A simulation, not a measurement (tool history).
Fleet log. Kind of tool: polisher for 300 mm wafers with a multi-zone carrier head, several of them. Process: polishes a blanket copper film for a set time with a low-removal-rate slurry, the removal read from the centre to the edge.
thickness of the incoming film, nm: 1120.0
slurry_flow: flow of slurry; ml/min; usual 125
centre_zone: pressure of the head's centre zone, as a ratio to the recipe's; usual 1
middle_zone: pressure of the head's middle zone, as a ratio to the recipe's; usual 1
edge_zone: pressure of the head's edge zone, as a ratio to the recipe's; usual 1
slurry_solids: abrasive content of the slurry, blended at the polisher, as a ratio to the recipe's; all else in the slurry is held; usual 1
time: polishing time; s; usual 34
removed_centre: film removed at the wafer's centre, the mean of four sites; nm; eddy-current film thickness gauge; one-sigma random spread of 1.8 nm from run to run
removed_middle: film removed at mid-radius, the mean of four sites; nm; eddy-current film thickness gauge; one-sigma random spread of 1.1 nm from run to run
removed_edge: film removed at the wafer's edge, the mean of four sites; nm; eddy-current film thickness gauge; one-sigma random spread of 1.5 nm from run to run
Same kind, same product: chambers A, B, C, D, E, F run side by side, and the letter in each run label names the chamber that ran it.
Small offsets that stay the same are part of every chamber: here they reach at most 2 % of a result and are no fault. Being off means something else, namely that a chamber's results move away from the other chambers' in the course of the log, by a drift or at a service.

run,day,slurry_flow,centre_zone,middle_zone,edge_zone,slurry_solids,time,wafers polished on this pad,hours since the slurry nozzle was cleaned,hours since the centre zone pressure was calibrated,hours since the edge zone pressure was calibrated,removed_centre,removed_middle,removed_edge
1C,0.238,125,1,1,1,1,34,208,102.1,982.7,147.3,137.54,137.25,133.75
2F,0.442,125,1,1,1,1,34,1004,245.5,894.3,355.3,136.6,135.86,137.07
3A,0.596,125,1,1,1,1,34,1398,135.5,558.5,242.2,133.72,135.11,133.92
# day 0.604: chamber E: worn pad replaced by a new one
# day 0.742: chamber E: slurry nozzle cleaned
# day 0.775: chamber A: worn pad replaced by a new one
4D,0.792,125,1,1,1,1,34,460,296.9,437.1,1147.3,136.63,136.19,134.59
# day 0.983: chamber F: worn pad replaced by a new one
# day 0.992: chamber C: worn pad replaced by a new one
5E,1.021,125,1,1,1,1,34,190,6.8,220.6,741.1,137.59,137.52,134.96
# day 1.092: chamber B: worn pad replaced by a new one
6B,1.162,125,1,1,1,1,34,33,62.8,77.9,460.1,138.51,136.95,136.93
# day 1.192: chamber D: worn pad replaced by a new one
7E,1.358,125,1,0.93,0.94,1,34,343,14.9,228.7,749.2,133.66,126.95,132.35
8F,1.479,125,1,0.93,0.94,1,34,225,270.4,919.2,380.2,134.13,125.68,129.1
9A,1.658,125,1,0.93,0.94,1,34,400,161,584,267.7,138.68,125.97,131.54
10B,1.779,125,1,0.93,0.94,1,34,312,77.6,92.7,474.9,135.02,127.69,132.12
11C,1.971,125,1,0.93,0.94,1,34,444,143.7,1024.3,188.9,135.84,127.36,130.4
12D,2.212,125,1,0.93,0.94,1,34,464,331,471.2,1181.4,137.33,128.35,131.87
# day 2.292: chamber C: worn pad replaced by a new one
13A,2.458,125,1,1,1,1,34,763,180.2,603.2,286.9,137.51,134.57,136.98
# day 2.475: chamber D: worn pad replaced by a new one
14B,2.567,125,1,1,1,1,27,669,96.5,111.6,493.8,110.32,107.95,106.08
15C,2.808,125,1,1,1,1,27,235,163.8,1044.4,209,108.86,110.23,105.75
16F,3.021,125,1,1,1,1,27,924,307.4,956.2,417.2,109,107.74,107.16
17D,3.171,125,1,1,1,1,27,317,354,494.2,1204.4,104.78,108.31,107.3
18E,3.362,125,1,1,1,1,27,1252,63,276.8,797.3,108.07,107.7,108.01
# day 3.429: chamber F: worn pad replaced by a new one
# day 3.433: chamber E: worn pad replaced by a new one
19E,3.504,125,1,1,1,1,27,33,66.4,280.2,800.7,105.35,108.89,108.12
20D,3.717,125,1,1,1,1,34,564,367.1,507.3,1217.5,138.03,135.71,135.63
# day 3.738: chamber A: worn pad replaced by a new one
# day 3.804: chamber C: worn pad replaced by a new one
21A,3.854,125,1,1,1,1,34,54,213.7,636.7,320.4,136.28,135.13,135.95
# day 3.892: chamber D: worn pad replaced by a new one
22C,4.021,125,1,1,1,1,34,99,192.9,1073.5,238.1,133.84,137.35,133.49
# day 4.096: chamber B: worn pad replaced by a new one
23B,4.129,125,1,1,1,1,34,16,134,149.1,531.3,138.5,135.9,134.96
24F,4.267,125,1,1,1,1,34,381,337.3,986.1,447.1,137.15,135.28,135.09
25D,4.388,125,1,1,1,1,34,226,383.2,523.4,1233.6,137.41,136.7,139
# day 4.475: chamber F: edge zone pressure recalibrated
26E,4.55,155,1,1.1,1,1,34,507,91.5,305.3,825.8,135.98,153.24,136.95
27F,4.688,155,1,1.1,1,1,34,571,347.4,996.2,5.1,145.32,156.79,141.49
# day 4.796: chamber C: slurry nozzle cleaned
28B,4.879,155,1,1.1,1,1,34,356,152,167.1,549.3,139.52,156.04,138.9
29A,5.117,155,1,1.1,1,1,34,626,244,667,350.7,146.81,150.84,140.51
# day 5.238: chamber D: worn pad replaced by a new one
# day 5.296: chamber C: worn pad replaced by a new one
30C,5.296,155,1,1.1,1,1,34,1,12,1104.1,268.7,143.6,156.91,138.11
31B,5.458,155,1,1.1,1,1,34,618,165.9,181,563.2,141.02,154.54,141.76
# day 5.554: chamber F: worn pad replaced by a new one
32E,5.6,125,1,1,1,1,34,984,116.7,330.5,851,128.93,137.08,134.36
33A,5.792,125,1,0.9,1,1,34,933,260.2,683.2,366.9,137.4,122.03,135.72
34D,5.979,125,1,0.9,1,1,34,337,421.4,561.6,1271.8,138.52,124.41,134.83
35C,6.117,125,1,0.9,1,1,34,373,31.7,1123.8,288.4,136.22,125.64,137.2
# day 6.221: chamber E: worn pad replaced by a new one
36F,6.262,125,1,0.9,1,1,34,322,385.2,1034,42.9,137.84,122.68,138.75
37A,6.425,125,1,0.9,1,1,34,1220,275.4,698.4,382.1,135.29,123.09,136.81
38E,6.638,125,1,0.9,1,1,34,188,141.6,355.4,875.9,127.52,123.65,137.14
# day 6.671: chamber D: worn pad replaced by a new one
39F,6.754,125,1,1,1,1,34,545,397,1045.8,54.7,132.89,137.33,137.84
40D,6.862,100,1,0.95,1,1,34,88,442.6,582.8,1293,131.15,121.64,131.78

Read the log: is a single chamber off, either drifting away or since a service, is the gauge that measures every chamber drifting, or is nothing wrong beyond small per-chamber offsets? Name any odd chamber and what most likely caused it.

It is chamber E that slowly wanders off from its peers.
What lies behind it: centre zone's pressure below its setpoint, % = 8.2.

Chamber E could run next with any of the 4 candidate recipes listed below; each alters the usual settings, and their results appear as question marks. Which one brings its results back in line with what the other chambers deliver on the usual settings?
In line here means within this much of the mean the other chambers give on the usual settings: removed_centre 6.2 nm; removed_middle 3.8 nm; removed_edge 5.1 nm
41E-1,7.042,140,1.16,0.99,0.93,1,34,,,,,?,?,?
41E-2,7.042,110,0.85,1.02,1.06,1,34,,,,,?,?,?
41E-3,7.042,120,0.92,1.01,1.03,1,34,,,,,?,?,?
41E-4,7.042,130,1.08,0.99,0.97,1,34,,,,,?,?,?

Mean of the other chambers on the usual settings: removed_centre 135.92 nm; removed_middle 135.78 nm; removed_edge 134.97 nm
run,removed_centre,removed_middle,removed_edge
41E-1,149.04,137.36,133.7
41E-2,99.844,133.84,137.9
41E-3,111.59,135.43,137.78
41E-4,135.59,135.29,135.18
41E-4 puts the chamber back in line with the other chambers.
